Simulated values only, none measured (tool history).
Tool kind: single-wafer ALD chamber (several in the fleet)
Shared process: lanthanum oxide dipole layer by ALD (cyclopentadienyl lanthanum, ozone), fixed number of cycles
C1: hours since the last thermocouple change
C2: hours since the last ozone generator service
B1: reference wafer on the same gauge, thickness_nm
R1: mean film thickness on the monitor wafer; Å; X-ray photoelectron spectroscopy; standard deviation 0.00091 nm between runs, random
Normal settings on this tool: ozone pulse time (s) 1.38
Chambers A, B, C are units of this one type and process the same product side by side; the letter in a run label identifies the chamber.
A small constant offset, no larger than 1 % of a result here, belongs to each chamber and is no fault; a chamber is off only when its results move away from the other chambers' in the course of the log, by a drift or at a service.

Run 1A, hour 3.3: usual settings; C1 2077.7; C2 483.8; B1 0.4452. Result: R1 5.4272 Å.
Run 2B, hour 5.6: usual settings; C1 80; C2 488.7; B1 0.44534. Result: R1 5.4088 Å.
Run 3C, hour 9.5: usual settings; C1 967.6; C2 926.7; B1 0.44555. Result: R1 5.3695 Å.
Run 4A, hour 12: usual settings; C1 2086.4; C2 492.5; B1 0.4453. Result: R1 5.4258 Å.
Run 5C, hour 16: usual settings; C1 974.1; C2 933.2; B1 0.44539. Result: R1 5.3938 Å.
Run 6B, hour 17.9: usual settings; C1 92.3; C2 501; B1 0.4456. Result: R1 5.4166 Å.
Run 7C, hour 22: usual settings but ozone pulse time (s) 0.95; C1 980.1; C2 939.2; B1 0.44546. Result: R1 4.9108 Å.
Run 8B, hour 25.6: usual settings but ozone pulse time (s) 0.95; C1 100; C2 508.7; B1 0.44597. Result: R1 4.916 Å.
Run 9A, hour 29: usual settings but ozone pulse time (s) 0.95; C1 2103.4; C2 509.5; B1 0.44582. Result: R1 4.9258 Å.
Run 10C, hour 31.4: usual settings; C1 989.5; C2 948.6; B1 0.44601. Result: R1 5.4013 Å.
Run 11A, hour 34.6: usual settings; C1 2109; C2 515.1; B1 0.44606. Result: R1 5.4324 Å.
Run 12B, hour 37.1: usual settings; C1 111.5; C2 520.2; B1 0.44594. Result: R1 5.4061 Å.
Run 13B, hour 41: usual settings; C1 115.4; C2 524.1; B1 0.44637. Result: R1 5.413 Å.
Run 14C, hour 43.3: usual settings; C1 1001.4; C2 960.5; B1 0.4464. Result: R1 5.3877 Å.
Run 15A, hour 45.8: usual settings; C1 2120.2; C2 526.3; B1 0.44621. Result: R1 5.4239 Å.
At hour 47.9: chamber C: thermocouple changed; heater temperature recalibrated.
Run 16B, hour 48.8: usual settings; C1 123.2; C2 531.9; B1 0.44628. Result: R1 5.418 Å.
Run 17C, hour 52.4: usual settings; C1 4.6; C2 969.6; B1 0.44654. Result: R1 5.3986 Å.
Run 18A, hour 55.5: usual settings but ozone pulse time (s) 1.05; C1 2129.9; C2 536; B1 0.4465. Result: R1 5.0885 Å.
Run 19B, hour 58.8: usual settings but ozone pulse time (s) 1.05; C1 133.2; C2 541.9; B1 0.44678. Result: R1 5.0816 Å.
Run 20C, hour 60.9: usual settings but ozone pulse time (s) 1.05; C1 13.1; C2 978.1; B1 0.44685. Result: R1 5.0677 Å.
Run 21A, hour 63.5: usual settings; C1 2137.9; C2 544; B1 0.44707. Result: R1 5.4303 Å.
Run 22A, hour 65.9: usual settings; C1 2140.3; C2 546.4; B1 0.44689. Result: R1 5.4298 Å.
Run 23C, hour 69.1: usual settings; C1 21.3; C2 986.3; B1 0.44702. Result: R1 5.412 Å.
Run 24B, hour 72.9: usual settings; C1 147.3; C2 556; B1 0.44724. Result: R1 5.4311 Å.
Run 25B, hour 74.8: usual settings; C1 149.2; C2 557.9; B1 0.44745. Result: R1 5.4364 Å.
Run 26C, hour 79: usual settings; C1 31.2; C2 996.2; B1 0.44754. Result: R1 5.4052 Å.
Run 27A, hour 81.6: usual settings; C1 2156; C2 562.1; B1 0.44741. Result: R1 5.4559 Å.
Run 28C, hour 83.8: usual settings; C1 36; C2 1001; B1 0.44757. Result: R1 5.4324 Å.
Run 29A, hour 86.7: usual settings; C1 2161.1; C2 567.2; B1 0.44763. Result: R1 5.4494 Å.
Run 30B, hour 91.1: usual settings; C1 165.5; C2 574.2; B1 0.44752. Result: R1 5.431 Å.
Run 31C, hour 94: usual settings; C1 46.2; C2 1011.2; B1 0.4477. Result: R1 5.4164 Å.
Run 32B, hour 97.3: usual settings; C1 171.7; C2 580.4; B1 0.44769. Result: R1 5.449 Å.
Run 33A, hour 100.8: usual settings; C1 2175.2; C2 581.3; B1 0.44805. Result: R1 5.4434 Å.

Each of the 3 chambers runs these same settings next. Fill in every chamber's results:
Run 34A, hour 104: usual settings. Result: R1 ?.
Run 34B, hour 104: usual settings. Result: R1 ?.
Run 34C, hour 104: usual settings. Result: R1 ?.

run      R1
34A    5.46
34B  5.4403
34C  5.4324
